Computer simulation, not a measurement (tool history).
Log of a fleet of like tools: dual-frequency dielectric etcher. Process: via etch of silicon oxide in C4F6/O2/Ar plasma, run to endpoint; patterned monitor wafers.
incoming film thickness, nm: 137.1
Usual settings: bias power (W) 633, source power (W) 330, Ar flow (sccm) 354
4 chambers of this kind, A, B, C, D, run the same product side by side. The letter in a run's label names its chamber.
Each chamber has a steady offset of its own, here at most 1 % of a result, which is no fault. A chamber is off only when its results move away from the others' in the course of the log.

{"run": "1B", "hour": 4.9, "bias power (W)": 633, "source power (W)": 330, "Ar flow (sccm)": 354, "endpoint time (s)": 30.219}
{"hour": 5.5, "done": "chamber A: wet clean of the chamber"}
{"run": "2D", "hour": 14.3, "bias power (W)": 633, "source power (W)": 330, "Ar flow (sccm)": 354, "endpoint time (s)": 30.267}
{"hour": 19.3, "done": "chamber C: source power generator calibrated"}
{"run": "3A", "hour": 22.0, "bias power (W)": 633, "source power (W)": 330, "Ar flow (sccm)": 354, "endpoint time (s)": 30.166}
{"run": "4C", "hour": 31.9, "bias power (W)": 633, "source power (W)": 330, "Ar flow (sccm)": 354, "endpoint time (s)": 30.297}
{"run": "5A", "hour": 40.8, "bias power (W)": 689, "source power (W)": 330, "Ar flow (sccm)": 428, "endpoint time (s)": 29.821}
{"run": "6C", "hour": 48.6, "bias power (W)": 689, "source power (W)": 330, "Ar flow (sccm)": 428, "endpoint time (s)": 29.668}
{"run": "7B", "hour": 57.1, "bias power (W)": 689, "source power (W)": 330, "Ar flow (sccm)": 428, "endpoint time (s)": 29.826}
{"run": "8D", "hour": 67.1, "bias power (W)": 689, "source power (W)": 330, "Ar flow (sccm)": 428, "endpoint time (s)": 29.763}
{"run": "9D", "hour": 73.8, "bias power (W)": 633, "source power (W)": 330, "Ar flow (sccm)": 354, "endpoint time (s)": 30.194}
{"run": "10B", "hour": 83.4, "bias power (W)": 633, "source power (W)": 330, "Ar flow (sccm)": 354, "endpoint time (s)": 30.418}
{"run": "11A", "hour": 92.7, "bias power (W)": 633, "source power (W)": 330, "Ar flow (sccm)": 354, "endpoint time (s)": 30.074}
{"run": "12C", "hour": 99.5, "bias power (W)": 633, "source power (W)": 370, "Ar flow (sccm)": 354, "endpoint time (s)": 28.876}
{"run": "13A", "hour": 108.3, "bias power (W)": 633, "source power (W)": 370, "Ar flow (sccm)": 354, "endpoint time (s)": 28.48}
{"run": "14C", "hour": 114.4, "bias power (W)": 633, "source power (W)": 370, "Ar flow (sccm)": 354, "endpoint time (s)": 29.018}
{"run": "15B", "hour": 122.2, "bias power (W)": 633, "source power (W)": 370, "Ar flow (sccm)": 354, "endpoint time (s)": 28.723}
{"run": "16D", "hour": 127.1, "bias power (W)": 633, "source power (W)": 330, "Ar flow (sccm)": 354, "endpoint time (s)": 30.38}
{"hour": 131.8, "done": "chamber B: wet clean of the chamber"}
{"run": "17C", "hour": 137.3, "bias power (W)": 633, "source power (W)": 330, "Ar flow (sccm)": 354, "endpoint time (s)": 30.081}
{"run": "18A", "hour": 142.1, "bias power (W)": 633, "source power (W)": 330, "Ar flow (sccm)": 386, "endpoint time (s)": 29.935}
{"run": "19D", "hour": 151.2, "bias power (W)": 633, "source power (W)": 330, "Ar flow (sccm)": 386, "endpoint time (s)": 30.362}
{"run": "20B", "hour": 158.7, "bias power (W)": 633, "source power (W)": 330, "Ar flow (sccm)": 386, "endpoint time (s)": 31.421}
{"run": "21B", "hour": 165.0, "bias power (W)": 633, "source power (W)": 330, "Ar flow (sccm)": 386, "endpoint time (s)": 31.555}
{"run": "22A", "hour": 171.8, "bias power (W)": 633, "source power (W)": 330, "Ar flow (sccm)": 354, "endpoint time (s)": 29.903}
{"run": "23D", "hour": 182.0, "bias power (W)": 633, "source power (W)": 330, "Ar flow (sccm)": 354, "endpoint time (s)": 30.253}
{"run": "24C", "hour": 188.4, "bias power (W)": 633, "source power (W)": 330, "Ar flow (sccm)": 354, "endpoint time (s)": 30.195}
{"run": "25D", "hour": 198.0, "bias power (W)": 633, "source power (W)": 330, "Ar flow (sccm)": 354, "endpoint time (s)": 30.36}
{"run": "26B", "hour": 205.1, "bias power (W)": 633, "source power (W)": 330, "Ar flow (sccm)": 354, "endpoint time (s)": 31.532}
{"run": "27C", "hour": 214.4, "bias power (W)": 633, "source power (W)": 330, "Ar flow (sccm)": 354, "endpoint time (s)": 30.194}
{"run": "28A", "hour": 223.4, "bias power (W)": 633, "source power (W)": 330, "Ar flow (sccm)": 354, "endpoint time (s)": 29.909}
{"run": "29D", "hour": 230.4, "bias power (W)": 633, "source power (W)": 330, "Ar flow (sccm)": 354, "endpoint time (s)": 29.976}
{"run": "30C", "hour": 238.7, "bias power (W)": 633, "source power (W)": 330, "Ar flow (sccm)": 354, "endpoint time (s)": 29.881}
{"run": "31B", "hour": 248.8, "bias power (W)": 633, "source power (W)": 330, "Ar flow (sccm)": 354, "endpoint time (s)": 31.557}
{"run": "32A", "hour": 254.6, "bias power (W)": 633, "source power (W)": 330, "Ar flow (sccm)": 354, "endpoint time (s)": 29.615}
{"run": "33B", "hour": 259.8, "bias power (W)": 633, "source power (W)": 330, "Ar flow (sccm)": 354, "endpoint time (s)": 31.924}
{"run": "34C", "hour": 266.4, "bias power (W)": 633, "source power (W)": 330, "Ar flow (sccm)": 354, "endpoint time (s)": 30.067}
{"run": "35D", "hour": 271.7, "bias power (W)": 633, "source power (W)": 290, "Ar flow (sccm)": 278, "endpoint time (s)": 30.75}
{"run": "36A", "hour": 281.4, "bias power (W)": 633, "source power (W)": 290, "Ar flow (sccm)": 278, "endpoint time (s)": 30.656}
{"run": "37D", "hour": 288.7, "bias power (W)": 633, "source power (W)": 290, "Ar flow (sccm)": 278, "endpoint time (s)": 31.161}
{"run": "38B", "hour": 297.7, "bias power (W)": 633, "source power (W)": 290, "Ar flow (sccm)": 278, "endpoint time (s)": 32.454}
{"run": "39C", "hour": 306.4, "bias power (W)": 633, "source power (W)": 330, "Ar flow (sccm)": 354, "endpoint time (s)": 30.459}
{"run": "40A", "hour": 312.0, "bias power (W)": 633, "source power (W)": 330, "Ar flow (sccm)": 354, "endpoint time (s)": 30.145}
{"run": "41A", "hour": 321.0, "bias power (W)": 633, "source power (W)": 260, "Ar flow (sccm)": 301, "endpoint time (s)": 32.241}
{"hour": 331.4, "done": "chamber D: wet clean of the chamber"}
{"run": "42B", "hour": 331.5, "bias power (W)": 633, "source power (W)": 260, "Ar flow (sccm)": 301, "endpoint time (s)": 33.602}
{"run": "43D", "hour": 336.9, "bias power (W)": 633, "source power (W)": 260, "Ar flow (sccm)": 301, "endpoint time (s)": 32.045}

Next, every chamber runs the same settings. What will each give?
{"run": "44A", "hour": 344.5, "bias power (W)": 633, "source power (W)": 330, "Ar flow (sccm)": 354, "endpoint time (s)": "?"}
{"run": "44B", "hour": 344.5, "bias power (W)": 633, "source power (W)": 330, "Ar flow (sccm)": 354, "endpoint time (s)": "?"}
{"run": "44C", "hour": 344.5, "bias power (W)": 633, "source power (W)": 330, "Ar flow (sccm)": 354, "endpoint time (s)": "?"}
{"run": "44D", "hour": 344.5, "bias power (W)": 633, "source power (W)": 330, "Ar flow (sccm)": 354, "endpoint time (s)": "?"}

run=44A endpoint_time_(s)=29.409
run=44B endpoint_time_(s)=31.753
run=44C endpoint_time_(s)=30.061
run=44D endpoint_time_(s)=30.172
